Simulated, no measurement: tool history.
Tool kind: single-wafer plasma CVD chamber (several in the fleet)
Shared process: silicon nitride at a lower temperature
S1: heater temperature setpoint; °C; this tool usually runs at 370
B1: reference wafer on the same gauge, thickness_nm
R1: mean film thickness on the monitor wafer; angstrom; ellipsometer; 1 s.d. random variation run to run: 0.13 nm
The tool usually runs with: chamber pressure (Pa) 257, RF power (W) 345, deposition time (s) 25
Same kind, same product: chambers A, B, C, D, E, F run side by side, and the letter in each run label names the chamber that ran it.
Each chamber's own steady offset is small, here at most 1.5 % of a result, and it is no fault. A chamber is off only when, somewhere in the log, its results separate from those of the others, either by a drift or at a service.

Run 1A, day 0.246: usual settings; B1 32.379. Result: R1 336.41 angstrom.
Run 2F, day 0.679: usual settings; B1 32.413. Result: R1 338.8 angstrom.
Run 3C, day 0.9: usual settings; B1 32.384. Result: R1 336.49 angstrom.
At day 0.992: chamber A: RF generator calibrated.
Run 4B, day 1.175: usual settings; B1 32.41. Result: R1 338.88 angstrom.
Run 5D, day 1.575: usual settings; B1 32.399. Result: R1 330.98 angstrom.
Run 6E, day 2.017: usual settings; B1 32.422. Result: R1 334.23 angstrom.
Run 7E, day 2.246: usual settings; B1 32.394. Result: R1 334.97 angstrom.
Run 8D, day 2.483: usual settings; B1 32.42. Result: R1 331.83 angstrom.
Run 9B, day 2.854: usual settings; B1 32.412. Result: R1 340.09 angstrom.
Run 10C, day 3.312: usual settings; B1 32.38. Result: R1 339.23 angstrom.
Run 11F, day 3.754: usual settings; B1 32.387. Result: R1 337.53 angstrom.
Run 12A, day 4.029: usual settings; B1 32.424. Result: R1 336.09 angstrom.
Run 13A, day 4.483: usual settings; B1 32.42. Result: R1 335.66 angstrom.
Run 14F, day 4.908: usual settings; B1 32.413. Result: R1 340.01 angstrom.
Run 15E, day 5.408: usual settings; B1 32.4. Result: R1 337.96 angstrom.
Run 16C, day 5.808: usual settings; B1 32.387. Result: R1 336.43 angstrom.
Run 17B, day 6.071: usual settings; B1 32.4. Result: R1 337.74 angstrom.
Run 18D, day 6.517: usual settings; B1 32.408. Result: R1 332.48 angstrom.
Run 19A, day 6.742: usual settings; B1 32.422. Result: R1 334.34 angstrom.
Run 20D, day 6.979: usual settings; B1 32.392. Result: R1 331.12 angstrom.
Run 21E, day 7.288: usual settings; B1 32.408. Result: R1 335.8 angstrom.
Run 22B, day 7.621: usual settings; B1 32.416. Result: R1 339.79 angstrom.
Run 23F, day 8.067: usual settings; B1 32.392. Result: R1 337.21 angstrom.
At day 8.188: chamber E: RF generator calibrated.
Run 24C, day 8.321: usual settings; B1 32.357. Result: R1 334.59 angstrom.
Run 25A, day 8.562: usual settings; B1 32.393. Result: R1 336.29 angstrom.
Run 26D, day 9.025: usual settings; B1 32.411. Result: R1 330.97 angstrom.
At day 9.062: chamber B: capacitance manometer re-zeroed and calibrated.
Run 27F, day 9.279: usual settings but chamber pressure (Pa) 232, deposition time (s) 28.6; B1 32.381. Result: R1 375.77 angstrom.
Run 28B, day 9.621: usual settings but chamber pressure (Pa) 232, deposition time (s) 28.6; B1 32.38. Result: R1 375.06 angstrom.
Run 29E, day 9.921: usual settings but chamber pressure (Pa) 232, deposition time (s) 28.6; B1 32.417. Result: R1 371.6 angstrom.
Run 30C, day 10.4: usual settings but chamber pressure (Pa) 232, deposition time (s) 28.6; B1 32.404. Result: R1 373.18 angstrom.
At day 10.621: chamber F: thermocouple changed; heater temperature recalibrated.
Run 31B, day 10.667: usual settings but chamber pressure (Pa) 232, deposition time (s) 28.6; B1 32.381. Result: R1 374.84 angstrom.
Run 32D, day 11.021: usual settings but chamber pressure (Pa) 232, deposition time (s) 28.6; B1 32.363. Result: R1 368.6 angstrom.
Run 33F, day 11.442: usual settings but S1 380 °C, RF power (W) 320; B1 32.403. Result: R1 321.02 angstrom.
Run 34C, day 11.754: usual settings but S1 380 °C, RF power (W) 320; B1 32.378. Result: R1 321.62 angstrom.
Run 35E, day 12.167: usual settings but S1 380 °C, RF power (W) 320; B1 32.389. Result: R1 317.82 angstrom.
Run 36A, day 12.667: usual settings but S1 380 °C, RF power (W) 320; B1 32.403. Result: R1 319.15 angstrom.
Run 37E, day 13.133: usual settings but S1 380 °C, RF power (W) 320; B1 32.41. Result: R1 319.1 angstrom.
Run 38F, day 13.438: usual settings but S1 380 °C, RF power (W) 320; B1 32.414. Result: R1 319.19 angstrom.
Run 39B, day 13.783: usual settings; B1 32.426. Result: R1 337.73 angstrom.
Run 40C, day 14.004: usual settings; B1 32.403. Result: R1 334.65 angstrom.
At day 14.025: chamber A: capacitance manometer re-zeroed and calibrated.
Run 41D, day 14.292: usual settings; B1 32.38. Result: R1 333.89 angstrom.
Run 42A, day 14.592: usual settings; B1 32.391. Result: R1 335.63 angstrom.
Run 43B, day 15.062: usual settings; B1 32.41. Result: R1 337.12 angstrom.

Decide between three cases: one chamber stands off from its peers, the gauge reading all wafers drifts, or nothing is wrong past each chamber's small offset. Where a chamber is off, say which and what most likely put it there.

All chambers stay in line apart from their small fixed offsets, and the gauge does not drift.

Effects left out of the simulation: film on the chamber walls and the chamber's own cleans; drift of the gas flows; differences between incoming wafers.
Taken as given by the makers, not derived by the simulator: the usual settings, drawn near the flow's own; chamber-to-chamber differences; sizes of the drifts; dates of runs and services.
